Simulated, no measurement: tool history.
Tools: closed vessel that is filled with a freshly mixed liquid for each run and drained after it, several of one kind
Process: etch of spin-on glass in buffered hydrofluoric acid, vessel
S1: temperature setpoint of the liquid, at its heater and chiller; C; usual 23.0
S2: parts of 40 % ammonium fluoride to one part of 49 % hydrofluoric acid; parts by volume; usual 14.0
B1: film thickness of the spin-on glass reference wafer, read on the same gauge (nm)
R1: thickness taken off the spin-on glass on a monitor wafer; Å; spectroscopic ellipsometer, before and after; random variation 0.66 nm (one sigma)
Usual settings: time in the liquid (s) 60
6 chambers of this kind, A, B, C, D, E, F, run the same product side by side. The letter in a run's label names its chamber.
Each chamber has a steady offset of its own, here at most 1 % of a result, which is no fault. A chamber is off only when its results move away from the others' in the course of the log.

{"run": "1C", "hour": 5.0, "S1": 23.0, "S2": 14.0, "time in the liquid (s)": 60, "B1": 130.0, "R1": 1212.0}
{"run": "2A", "hour": 10.0, "S1": 23.0, "S2": 14.0, "time in the liquid (s)": 60, "B1": 130.03, "R1": 1211.4}
{"run": "3D", "hour": 16.1, "S1": 23.0, "S2": 14.0, "time in the liquid (s)": 60, "B1": 130.01, "R1": 1222.4}
{"run": "4B", "hour": 23.0, "S1": 23.0, "S2": 14.0, "time in the liquid (s)": 60, "B1": 130.03, "R1": 1213.3}
{"run": "5E", "hour": 30.8, "S1": 23.0, "S2": 14.0, "time in the liquid (s)": 60, "B1": 130.0, "R1": 1223.1}
{"run": "6F", "hour": 35.6, "S1": 23.0, "S2": 14.0, "time in the liquid (s)": 60, "B1": 129.99, "R1": 1232.1}
{"run": "7F", "hour": 42.5, "S1": 23.0, "S2": 14.0, "time in the liquid (s)": 60, "B1": 130.01, "R1": 1222.6}
{"run": "8A", "hour": 50.2, "S1": 23.0, "S2": 14.0, "time in the liquid (s)": 60, "B1": 130.04, "R1": 1222.2}
{"run": "9C", "hour": 54.1, "S1": 23.0, "S2": 14.0, "time in the liquid (s)": 60, "B1": 130.01, "R1": 1204.2}
{"run": "10B", "hour": 58.5, "S1": 23.0, "S2": 14.0, "time in the liquid (s)": 60, "B1": 130.03, "R1": 1200.3}
{"run": "11D", "hour": 63.1, "S1": 23.0, "S2": 14.0, "time in the liquid (s)": 60, "B1": 129.98, "R1": 1228.2}
{"run": "12E", "hour": 69.5, "S1": 23.0, "S2": 14.0, "time in the liquid (s)": 60, "B1": 130.01, "R1": 1214.2}
{"run": "13D", "hour": 73.8, "S1": 23.0, "S2": 14.0, "time in the liquid (s)": 60, "B1": 130.0, "R1": 1236.7}
{"run": "14C", "hour": 82.5, "S1": 24.5, "S2": 10.0, "time in the liquid (s)": 60, "B1": 130.0, "R1": 1824.0}
{"run": "15B", "hour": 87.0, "S1": 24.5, "S2": 10.0, "time in the liquid (s)": 60, "B1": 129.95, "R1": 1839.1}
{"run": "16E", "hour": 92.2, "S1": 24.5, "S2": 10.0, "time in the liquid (s)": 60, "B1": 129.99, "R1": 1828.7}
{"run": "17F", "hour": 96.8, "S1": 24.5, "S2": 10.0, "time in the liquid (s)": 60, "B1": 129.97, "R1": 1824.1}
{"run": "18A", "hour": 105.3, "S1": 24.5, "S2": 10.0, "time in the liquid (s)": 60, "B1": 130.01, "R1": 1818.8}
{"run": "19F", "hour": 110.3, "S1": 24.5, "S2": 10.0, "time in the liquid (s)": 60, "B1": 129.99, "R1": 1826.8}
{"run": "20A", "hour": 115.2, "S1": 23.0, "S2": 14.0, "time in the liquid (s)": 60, "B1": 129.99, "R1": 1221.9}
{"run": "21E", "hour": 123.5, "S1": 23.0, "S2": 14.0, "time in the liquid (s)": 60, "B1": 129.99, "R1": 1221.5}
{"run": "22B", "hour": 129.9, "S1": 23.0, "S2": 14.0, "time in the liquid (s)": 60, "B1": 129.99, "R1": 1210.0}
{"run": "23C", "hour": 139.0, "S1": 23.0, "S2": 14.0, "time in the liquid (s)": 60, "B1": 129.97, "R1": 1222.2}
{"hour": 139.3, "done": "chamber C: hydrofluoric acid flow meter replaced"}
{"run": "24D", "hour": 143.0, "S1": 23.0, "S2": 14.0, "time in the liquid (s)": 60, "B1": 130.0, "R1": 1259.9}
{"run": "25C", "hour": 151.5, "S1": 23.0, "S2": 14.0, "time in the liquid (s)": 60, "B1": 129.96, "R1": 1209.3}
{"run": "26D", "hour": 156.0, "S1": 23.0, "S2": 14.0, "time in the liquid (s)": 60, "B1": 130.02, "R1": 1263.7}
{"run": "27E", "hour": 162.2, "S1": 23.0, "S2": 14.0, "time in the liquid (s)": 60, "B1": 130.03, "R1": 1217.8}
{"run": "28B", "hour": 167.1, "S1": 26.0, "S2": 9.5, "time in the liquid (s)": 60, "B1": 130.04, "R1": 2063.9}
{"run": "29A", "hour": 171.4, "S1": 26.0, "S2": 9.5, "time in the liquid (s)": 60, "B1": 130.0, "R1": 2064.0}
{"run": "30F", "hour": 176.8, "S1": 26.0, "S2": 9.5, "time in the liquid (s)": 60, "B1": 129.95, "R1": 2053.0}
{"run": "31F", "hour": 181.5, "S1": 26.0, "S2": 9.5, "time in the liquid (s)": 60, "B1": 129.98, "R1": 2040.0}
{"run": "32B", "hour": 185.8, "S1": 26.0, "S2": 9.5, "time in the liquid (s)": 60, "B1": 130.0, "R1": 2056.0}
{"run": "33E", "hour": 193.6, "S1": 26.0, "S2": 9.5, "time in the liquid (s)": 60, "B1": 129.96, "R1": 2057.5}
{"run": "34C", "hour": 200.1, "S1": 21.0, "S2": 19.5, "time in the liquid (s)": 60, "B1": 130.02, "R1": 780.22}
{"run": "35D", "hour": 207.7, "S1": 21.0, "S2": 19.5, "time in the liquid (s)": 60, "B1": 130.01, "R1": 827.97}
{"run": "36A", "hour": 211.9, "S1": 21.0, "S2": 19.5, "time in the liquid (s)": 60, "B1": 129.97, "R1": 781.57}
{"run": "37E", "hour": 220.8, "S1": 21.0, "S2": 19.5, "time in the liquid (s)": 60, "B1": 130.04, "R1": 789.8}
{"run": "38D", "hour": 228.6, "S1": 21.0, "S2": 19.5, "time in the liquid (s)": 60, "B1": 130.0, "R1": 842.96}
{"run": "39A", "hour": 233.6, "S1": 21.0, "S2": 19.5, "time in the liquid (s)": 60, "B1": 130.01, "R1": 787.55}
{"run": "40C", "hour": 238.6, "S1": 23.0, "S2": 14.0, "time in the liquid (s)": 60, "B1": 129.99, "R1": 1205.5}
{"run": "41B", "hour": 243.2, "S1": 23.0, "S2": 14.0, "time in the liquid (s)": 60, "B1": 130.02, "R1": 1215.1}
{"run": "42F", "hour": 248.3, "S1": 23.0, "S2": 14.0, "time in the liquid (s)": 60, "B1": 130.05, "R1": 1207.1}

What goes on in this fleet: one chamber off, a drifting gauge, or nothing beyond the chambers' own small offsets? Name the chamber and the cause, if any.

Chamber D drifts away from the others.
Cause: hydrofluoric acid flow above the setpoint (%) = 5.98.
The log may not tell that from: liquid hotter than its thermometer reads (K).

Here are 4 candidates for chamber D's next run, each the usual settings with a change, their results left as question marks. Which one brings its results back in line with what the others give on the usual settings?
In line means no further than this from the other chambers' mean on the usual settings: R1 23.00 Å
{"run": "43D-1", "hour": 254.9, "S1": 23.5, "S2": 13.5, "time in the liquid (s)": 60, "R1": "?"}
{"run": "43D-2", "hour": 254.9, "S1": 23.0, "S2": 12.5, "time in the liquid (s)": 60, "R1": "?"}
{"run": "43D-3", "hour": 254.9, "S1": 22.5, "S2": 14.5, "time in the liquid (s)": 60, "R1": "?"}
{"run": "43D-4", "hour": 254.9, "S1": 21.0, "S2": 14.0, "time in the liquid (s)": 60, "R1": "?"}

The other chambers' mean on the usual settings: R1 1216.40 Å
run=43D-1 R1=1378.90
run=43D-2 R1=1446.40
run=43D-3 R1=1219.00
run=43D-4 R1=1162.00
43D-3 brings the chamber back in line.
